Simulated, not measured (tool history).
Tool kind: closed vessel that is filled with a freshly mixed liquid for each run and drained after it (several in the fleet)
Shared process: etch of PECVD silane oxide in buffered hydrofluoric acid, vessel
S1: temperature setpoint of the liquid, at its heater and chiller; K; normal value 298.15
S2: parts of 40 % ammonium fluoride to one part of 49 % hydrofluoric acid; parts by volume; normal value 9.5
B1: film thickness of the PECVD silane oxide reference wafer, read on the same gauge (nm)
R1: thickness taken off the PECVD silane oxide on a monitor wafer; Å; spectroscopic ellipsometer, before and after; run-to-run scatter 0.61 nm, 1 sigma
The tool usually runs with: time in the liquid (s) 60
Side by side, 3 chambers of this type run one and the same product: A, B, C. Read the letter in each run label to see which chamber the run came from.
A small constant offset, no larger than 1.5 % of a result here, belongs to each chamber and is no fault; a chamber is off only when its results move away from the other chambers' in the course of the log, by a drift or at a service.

-- hour=1.8 chamber A: hydrofluoric acid flow meter replaced
run 1C hour=3.1 | S1=298.15 S2=9.5 time_in_the_liquid_(s)=60 | B1=140.02 | R1=1815.6
run 2B hour=6.5 | S1=298.15 S2=9.5 time_in_the_liquid_(s)=60 | B1=140.00 | R1=1801.8
run 3A hour=13.4 | S1=298.15 S2=9.5 time_in_the_liquid_(s)=60 | B1=140.02 | R1=1794.4
run 4A hour=17.2 | S1=298.15 S2=9.5 time_in_the_liquid_(s)=60 | B1=139.99 | R1=1795.9
run 5B hour=21.7 | S1=298.15 S2=9.5 time_in_the_liquid_(s)=60 | B1=140.06 | R1=1798.3
run 6C hour=26.5 | S1=298.15 S2=9.5 time_in_the_liquid_(s)=60 | B1=140.00 | R1=1825.2
run 7C hour=31.2 | S1=298.15 S2=9.5 time_in_the_liquid_(s)=60 | B1=140.04 | R1=1816.2
run 8B hour=35.5 | S1=298.15 S2=9.5 time_in_the_liquid_(s)=60 | B1=140.03 | R1=1799.7
run 9A hour=42.0 | S1=298.15 S2=9.5 time_in_the_liquid_(s)=60 | B1=140.04 | R1=1799.8
run 10A hour=49.0 | S1=298.15 S2=9.5 time_in_the_liquid_(s)=60 | B1=139.96 | R1=1801.2
run 11B hour=55.6 | S1=298.15 S2=9.5 time_in_the_liquid_(s)=60 | B1=140.01 | R1=1793.1
run 12C hour=60.0 | S1=298.15 S2=9.5 time_in_the_liquid_(s)=60 | B1=140.01 | R1=1816.6
run 13C hour=64.1 | S1=298.15 S2=9.5 time_in_the_liquid_(s)=60 | B1=139.99 | R1=1813.4
run 14B hour=69.6 | S1=301.65 S2=9.5 time_in_the_liquid_(s)=45 | B1=140.02 | R1=1625.7
run 15A hour=75.9 | S1=301.65 S2=9.5 time_in_the_liquid_(s)=45 | B1=139.98 | R1=1637.1
run 16B hour=79.6 | S1=301.65 S2=9.5 time_in_the_liquid_(s)=45 | B1=139.95 | R1=1616.3
run 17A hour=85.0 | S1=298.15 S2=9.5 time_in_the_liquid_(s)=60 | B1=140.00 | R1=1806.0
run 18C hour=89.9 | S1=298.15 S2=9.5 time_in_the_liquid_(s)=60 | B1=139.97 | R1=1825.0
run 19C hour=94.1 | S1=298.15 S2=9.5 time_in_the_liquid_(s)=60 | B1=140.00 | R1=1817.5
run 20B hour=101.1 | S1=298.15 S2=9.5 time_in_the_liquid_(s)=60 | B1=140.01 | R1=1793.0
run 21A hour=107.5 | S1=298.15 S2=9.5 time_in_the_liquid_(s)=60 | B1=139.99 | R1=1805.5
run 22B hour=111.4 | S1=298.15 S2=9.5 time_in_the_liquid_(s)=60 | B1=140.02 | R1=1785.4
run 23A hour=115.6 | S1=298.15 S2=9.5 time_in_the_liquid_(s)=60 | B1=140.01 | R1=1806.4
run 24C hour=120.0 | S1=298.15 S2=9.5 time_in_the_liquid_(s)=60 | B1=140.01 | R1=1821.7
run 25A hour=126.1 | S1=298.15 S2=9.5 time_in_the_liquid_(s)=60 | B1=139.99 | R1=1808.3
run 26B hour=133.0 | S1=298.15 S2=9.5 time_in_the_liquid_(s)=60 | B1=139.98 | R1=1775.8
run 27C hour=139.8 | S1=298.15 S2=6.0 time_in_the_liquid_(s)=30 | B1=139.99 | R1=1402.8
run 28C hour=145.9 | S1=298.15 S2=6.0 time_in_the_liquid_(s)=30 | B1=140.02 | R1=1396.8
run 29A hour=149.8 | S1=298.15 S2=6.0 time_in_the_liquid_(s)=30 | B1=139.99 | R1=1404.6
run 30B hour=155.5 | S1=298.15 S2=9.5 time_in_the_liquid_(s)=60 | B1=139.97 | R1=1768.2
run 31C hour=158.7 | S1=298.15 S2=9.5 time_in_the_liquid_(s)=60 | B1=140.00 | R1=1826.9
run 32A hour=162.3 | S1=298.15 S2=9.5 time_in_the_liquid_(s)=60 | B1=140.04 | R1=1810.2
run 33B hour=167.7 | S1=298.15 S2=9.5 time_in_the_liquid_(s)=60 | B1=140.01 | R1=1776.0
-- hour=171.8 chamber A: thermometer replaced
run 34C hour=171.9 | S1=298.15 S2=9.5 time_in_the_liquid_(s)=60 | B1=139.98 | R1=1831.9
run 35A hour=178.8 | S1=300.65 S2=9.5 time_in_the_liquid_(s)=50 | B1=139.96 | R1=1726.6
run 36B hour=182.0 | S1=300.65 S2=9.5 time_in_the_liquid_(s)=50 | B1=139.99 | R1=1685.9
run 37B hour=187.4 | S1=300.65 S2=9.5 time_in_the_liquid_(s)=50 | B1=140.01 | R1=1690.9
run 38C hour=191.4 | S1=298.15 S2=9.5 time_in_the_liquid_(s)=60 | B1=140.01 | R1=1823.3
run 39A hour=195.1 | S1=298.15 S2=9.5 time_in_the_liquid_(s)=60 | B1=139.97 | R1=1804.8
run 40B hour=199.8 | S1=298.15 S2=9.5 time_in_the_liquid_(s)=60 | B1=139.99 | R1=1772.7
run 41A hour=206.6 | S1=298.15 S2=9.5 time_in_the_liquid_(s)=60 | B1=139.99 | R1=1809.6
run 42C hour=213.4 | S1=298.15 S2=9.5 time_in_the_liquid_(s)=60 | B1=139.99 | R1=1825.9
run 43B hour=217.8 | S1=298.15 S2=9.5 time_in_the_liquid_(s)=60 | B1=140.00 | R1=1775.7
run 44A hour=222.7 | S1=298.15 S2=9.5 time_in_the_liquid_(s)=60 | B1=140.00 | R1=1820.8

Which is it: a chamber that has drifted or been left off by a service, a gauge drift common to all chambers, or only each chamber's usual small offset? If a chamber is off, name it and its likeliest cause.

One chamber, B, drifts off from the rest bit by bit.
What lies behind it: hydrofluoric acid flow below the setpoint (%) = 3.09.
Not necessarily distinguishable in this log from: liquid colder than its thermometer reads (K).

Below are 4 candidate recipes for chamber B's next run, each the usual settings with a change, their results shown as question marks. Which of them brings B's results back in line with what the other chambers give on the usual settings?
To be in line, a result may differ from the other chambers' mean on the usual settings by at most: R1 21.0 Å
run 45B-1 hour=227.9 | S1=299.15 S2=9.5 time_in_the_liquid_(s)=60 | R1=?
run 45B-2 hour=227.9 | S1=297.15 S2=9.5 time_in_the_liquid_(s)=60 | R1=?
run 45B-3 hour=227.9 | S1=297.65 S2=9.5 time_in_the_liquid_(s)=60 | R1=?
run 45B-4 hour=227.9 | S1=298.65 S2=9.5 time_in_the_liquid_(s)=60 | R1=?

What the other chambers average on the usual settings: R1 1814.0 Å
run=45B-1 R1=1861.4
run=45B-2 R1=1672.1
run=45B-3 R1=1717.3
run=45B-4 R1=1812.8
The right change is 45B-4: it brings the chamber back within the allowed miss of the others.

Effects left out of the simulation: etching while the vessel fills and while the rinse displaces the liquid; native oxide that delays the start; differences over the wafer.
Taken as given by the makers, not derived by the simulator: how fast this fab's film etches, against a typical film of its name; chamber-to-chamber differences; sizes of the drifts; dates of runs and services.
